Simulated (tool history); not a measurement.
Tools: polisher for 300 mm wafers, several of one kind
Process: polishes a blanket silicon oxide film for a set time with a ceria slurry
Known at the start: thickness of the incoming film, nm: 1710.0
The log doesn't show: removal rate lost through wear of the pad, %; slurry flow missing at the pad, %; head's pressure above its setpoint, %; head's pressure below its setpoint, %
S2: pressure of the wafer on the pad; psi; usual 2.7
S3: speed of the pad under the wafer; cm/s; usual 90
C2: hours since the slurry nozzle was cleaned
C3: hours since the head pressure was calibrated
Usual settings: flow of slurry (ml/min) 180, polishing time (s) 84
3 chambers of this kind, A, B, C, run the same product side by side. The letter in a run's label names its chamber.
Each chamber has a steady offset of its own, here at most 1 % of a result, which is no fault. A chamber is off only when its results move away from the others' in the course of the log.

run 1A hour=5.8 | flow_of_slurry_(ml/min)=180 S2=2.7 S3=90 polishing_time_(s)=84 | wafers_polished_on_this_pad=191 C2=538.3 C3=753.3 | film_removed_(angstrom)=2514.6
run 2C hour=15.1 | flow_of_slurry_(ml/min)=180 S2=2.7 S3=90 polishing_time_(s)=84 | wafers_polished_on_this_pad=353 C2=361.5 C3=83.4 | film_removed_(angstrom)=2518.6
-- hour=16.8 chamber A: slurry nozzle cleaned
-- hour=18.5 chamber B: slurry nozzle cleaned
run 3B hour=26.6 | flow_of_slurry_(ml/min)=180 S2=2.7 S3=90 polishing_time_(s)=84 | wafers_polished_on_this_pad=982 C2=8.1 C3=195.0 | film_removed_(angstrom)=2555.1
-- hour=32.7 chamber B: worn pad replaced by a new one
run 4A hour=34.1 | flow_of_slurry_(ml/min)=180 S2=2.7 S3=90 polishing_time_(s)=84 | wafers_polished_on_this_pad=355 C2=17.3 C3=781.6 | film_removed_(angstrom)=2520.8
-- hour=37.2 chamber C: slurry nozzle cleaned
run 5B hour=43.9 | flow_of_slurry_(ml/min)=180 S2=2.7 S3=90 polishing_time_(s)=110 | wafers_polished_on_this_pad=64 C2=25.4 C3=212.3 | film_removed_(angstrom)=3347.2
run 6C hour=53.1 | flow_of_slurry_(ml/min)=180 S2=2.7 S3=90 polishing_time_(s)=110 | wafers_polished_on_this_pad=573 C2=15.9 C3=121.4 | film_removed_(angstrom)=3355.9
run 7C hour=59.6 | flow_of_slurry_(ml/min)=180 S2=2.7 S3=90 polishing_time_(s)=110 | wafers_polished_on_this_pad=611 C2=22.4 C3=127.9 | film_removed_(angstrom)=3330.5
run 8A hour=69.8 | flow_of_slurry_(ml/min)=180 S2=2.7 S3=90 polishing_time_(s)=84 | wafers_polished_on_this_pad=561 C2=53.0 C3=817.3 | film_removed_(angstrom)=2555.9
-- hour=76.3 chamber C: worn pad replaced by a new one
run 9B hour=79.0 | flow_of_slurry_(ml/min)=180 S2=2.7 S3=90 polishing_time_(s)=84 | wafers_polished_on_this_pad=268 C2=60.5 C3=247.4 | film_removed_(angstrom)=2591.0
run 10B hour=90.5 | flow_of_slurry_(ml/min)=180 S2=2.7 S3=90 polishing_time_(s)=84 | wafers_polished_on_this_pad=334 C2=72.0 C3=258.9 | film_removed_(angstrom)=2566.9
run 11A hour=100.2 | flow_of_slurry_(ml/min)=180 S2=3.2 S3=90 polishing_time_(s)=84 | wafers_polished_on_this_pad=737 C2=83.4 C3=847.7 | film_removed_(angstrom)=3051.6
run 12C hour=112.1 | flow_of_slurry_(ml/min)=180 S2=3.2 S3=90 polishing_time_(s)=84 | wafers_polished_on_this_pad=207 C2=74.9 C3=180.4 | film_removed_(angstrom)=3008.7
-- hour=118.5 chamber A: worn pad replaced by a new one
run 13A hour=123.4 | flow_of_slurry_(ml/min)=180 S2=3.2 S3=90 polishing_time_(s)=84 | wafers_polished_on_this_pad=28 C2=106.6 C3=870.9 | film_removed_(angstrom)=3090.4
run 14B hour=130.2 | flow_of_slurry_(ml/min)=180 S2=2.7 S3=90 polishing_time_(s)=84 | wafers_polished_on_this_pad=564 C2=111.7 C3=298.6 | film_removed_(angstrom)=2581.8
run 15C hour=139.2 | flow_of_slurry_(ml/min)=180 S2=2.7 S3=90 polishing_time_(s)=84 | wafers_polished_on_this_pad=364 C2=102.0 C3=207.5 | film_removed_(angstrom)=2558.5
-- hour=143.2 chamber B: head pressure recalibrated
run 16A hour=150.8 | flow_of_slurry_(ml/min)=180 S2=2.7 S3=90 polishing_time_(s)=84 | wafers_polished_on_this_pad=187 C2=134.0 C3=898.3 | film_removed_(angstrom)=2630.7
run 17C hour=159.3 | flow_of_slurry_(ml/min)=180 S2=2.7 S3=90 polishing_time_(s)=84 | wafers_polished_on_this_pad=481 C2=122.1 C3=227.6 | film_removed_(angstrom)=2557.2
run 18B hour=165.6 | flow_of_slurry_(ml/min)=180 S2=2.7 S3=90 polishing_time_(s)=84 | wafers_polished_on_this_pad=769 C2=147.1 C3=22.4 | film_removed_(angstrom)=2598.5
run 19C hour=177.5 | flow_of_slurry_(ml/min)=180 S2=2.7 S3=90 polishing_time_(s)=84 | wafers_polished_on_this_pad=586 C2=140.3 C3=245.8 | film_removed_(angstrom)=2553.7
run 20A hour=184.5 | flow_of_slurry_(ml/min)=180 S2=2.7 S3=90 polishing_time_(s)=84 | wafers_polished_on_this_pad=382 C2=167.7 C3=932.0 | film_removed_(angstrom)=2643.1
run 21B hour=196.2 | flow_of_slurry_(ml/min)=180 S2=2.1 S3=90 polishing_time_(s)=84 | wafers_polished_on_this_pad=946 C2=177.7 C3=53.0 | film_removed_(angstrom)=1982.1
run 22C hour=205.1 | flow_of_slurry_(ml/min)=180 S2=2.1 S3=90 polishing_time_(s)=84 | wafers_polished_on_this_pad=746 C2=167.9 C3=273.4 | film_removed_(angstrom)=1974.8
-- hour=207.2 chamber C: worn pad replaced by a new one
run 23B hour=212.2 | flow_of_slurry_(ml/min)=180 S2=2.1 S3=90 polishing_time_(s)=84 | wafers_polished_on_this_pad=1039 C2=193.7 C3=69.0 | film_removed_(angstrom)=2003.5
run 24A hour=219.3 | flow_of_slurry_(ml/min)=180 S2=2.7 S3=90 polishing_time_(s)=84 | wafers_polished_on_this_pad=583 C2=202.5 C3=966.8 | film_removed_(angstrom)=2647.8
run 25C hour=228.2 | flow_of_slurry_(ml/min)=180 S2=2.7 S3=90 polishing_time_(s)=84 | wafers_polished_on_this_pad=121 C2=191.0 C3=296.5 | film_removed_(angstrom)=2550.2
-- hour=230.2 chamber B: worn pad replaced by a new one
run 26A hour=237.1 | flow_of_slurry_(ml/min)=180 S2=2.7 S3=90 polishing_time_(s)=84 | wafers_polished_on_this_pad=687 C2=220.3 C3=984.6 | film_removed_(angstrom)=2681.1
run 27B hour=248.6 | flow_of_slurry_(ml/min)=180 S2=2.7 S3=90 polishing_time_(s)=84 | wafers_polished_on_this_pad=106 C2=230.1 C3=105.4 | film_removed_(angstrom)=2573.7
-- hour=256.9 chamber A: worn pad replaced by a new one
run 28C hour=260.3 | flow_of_slurry_(ml/min)=180 S2=2.7 S3=90 polishing_time_(s)=84 | wafers_polished_on_this_pad=307 C2=223.1 C3=328.6 | film_removed_(angstrom)=2565.4
run 29A hour=273.0 | flow_of_slurry_(ml/min)=135 S2=2.7 S3=90 polishing_time_(s)=84 | wafers_polished_on_this_pad=93 C2=256.2 C3=1020.5 | film_removed_(angstrom)=2561.6
run 30B hour=282.3 | flow_of_slurry_(ml/min)=135 S2=2.7 S3=90 polishing_time_(s)=84 | wafers_polished_on_this_pad=302 C2=263.8 C3=139.1 | film_removed_(angstrom)=2447.0
run 31A hour=294.0 | flow_of_slurry_(ml/min)=135 S2=2.7 S3=90 polishing_time_(s)=84 | wafers_polished_on_this_pad=215 C2=277.2 C3=1041.5 | film_removed_(angstrom)=2561.9
run 32C hour=303.2 | flow_of_slurry_(ml/min)=180 S2=2.7 S3=90 polishing_time_(s)=57 | wafers_polished_on_this_pad=556 C2=266.0 C3=371.5 | film_removed_(angstrom)=1751.9
run 33B hour=310.4 | flow_of_slurry_(ml/min)=180 S2=2.7 S3=90 polishing_time_(s)=57 | wafers_polished_on_this_pad=464 C2=291.9 C3=167.2 | film_removed_(angstrom)=1737.3
run 34B hour=317.8 | flow_of_slurry_(ml/min)=180 S2=2.7 S3=90 polishing_time_(s)=57 | wafers_polished_on_this_pad=507 C2=299.3 C3=174.6 | film_removed_(angstrom)=1745.3
run 35A hour=327.5 | flow_of_slurry_(ml/min)=180 S2=2.7 S3=90 polishing_time_(s)=84 | wafers_polished_on_this_pad=409 C2=310.7 C3=1075.0 | film_removed_(angstrom)=2745.5
run 36C hour=335.8 | flow_of_slurry_(ml/min)=180 S2=2.7 S3=90 polishing_time_(s)=84 | wafers_polished_on_this_pad=744 C2=298.6 C3=404.1 | film_removed_(angstrom)=2541.1
-- hour=346.3 chamber C: worn pad replaced by a new one
run 37C hour=348.3 | flow_of_slurry_(ml/min)=180 S2=2.7 S3=90 polishing_time_(s)=84 | wafers_polished_on_this_pad=11 C2=311.1 C3=416.6 | film_removed_(angstrom)=2537.9
run 38B hour=354.0 | flow_of_slurry_(ml/min)=180 S2=2.7 S3=90 polishing_time_(s)=84 | wafers_polished_on_this_pad=717 C2=335.5 C3=210.8 | film_removed_(angstrom)=2555.8
run 39A hour=365.5 | flow_of_slurry_(ml/min)=180 S2=2.7 S3=90 polishing_time_(s)=84 | wafers_polished_on_this_pad=629 C2=348.7 C3=1113.0 | film_removed_(angstrom)=2794.8

What goes on in this fleet: one chamber off, a drifting gauge, or nothing beyond the chambers' own small offsets? Name the chamber and the cause, if any.

Chamber A drifts away from the others.
Cause: head's pressure above its setpoint, % = 10.1.

Here are 4 candidates for chamber A's next run, each the usual settings with a change, their results left as question marks. Which one brings its results back in line with what the others give on the usual settings?
In line means no further than this from the other chambers' mean on the usual settings: film removed (angstrom) 63.0
run 40A-1 hour=374.7 | flow_of_slurry_(ml/min)=180 S2=2.6 S3=86 polishing_time_(s)=84 | film_removed_(angstrom)=?
run 40A-2 hour=374.7 | flow_of_slurry_(ml/min)=180 S2=2.6 S3=84 polishing_time_(s)=79 | film_removed_(angstrom)=?
run 40A-3 hour=374.7 | flow_of_slurry_(ml/min)=180 S2=2.8 S3=92 polishing_time_(s)=86 | film_removed_(angstrom)=?
run 40A-4 hour=374.7 | flow_of_slurry_(ml/min)=180 S2=2.7 S3=90 polishing_time_(s)=99 | film_removed_(angstrom)=?

The other chambers' mean on the usual settings: film removed (angstrom) 2554.9
run=40A-1 film_removed_(angstrom)=2552.8
run=40A-2 film_removed_(angstrom)=2344.2
run=40A-3 film_removed_(angstrom)=3017.5
run=40A-4 film_removed_(angstrom)=3273.9
40A-1 brings the chamber back in line.
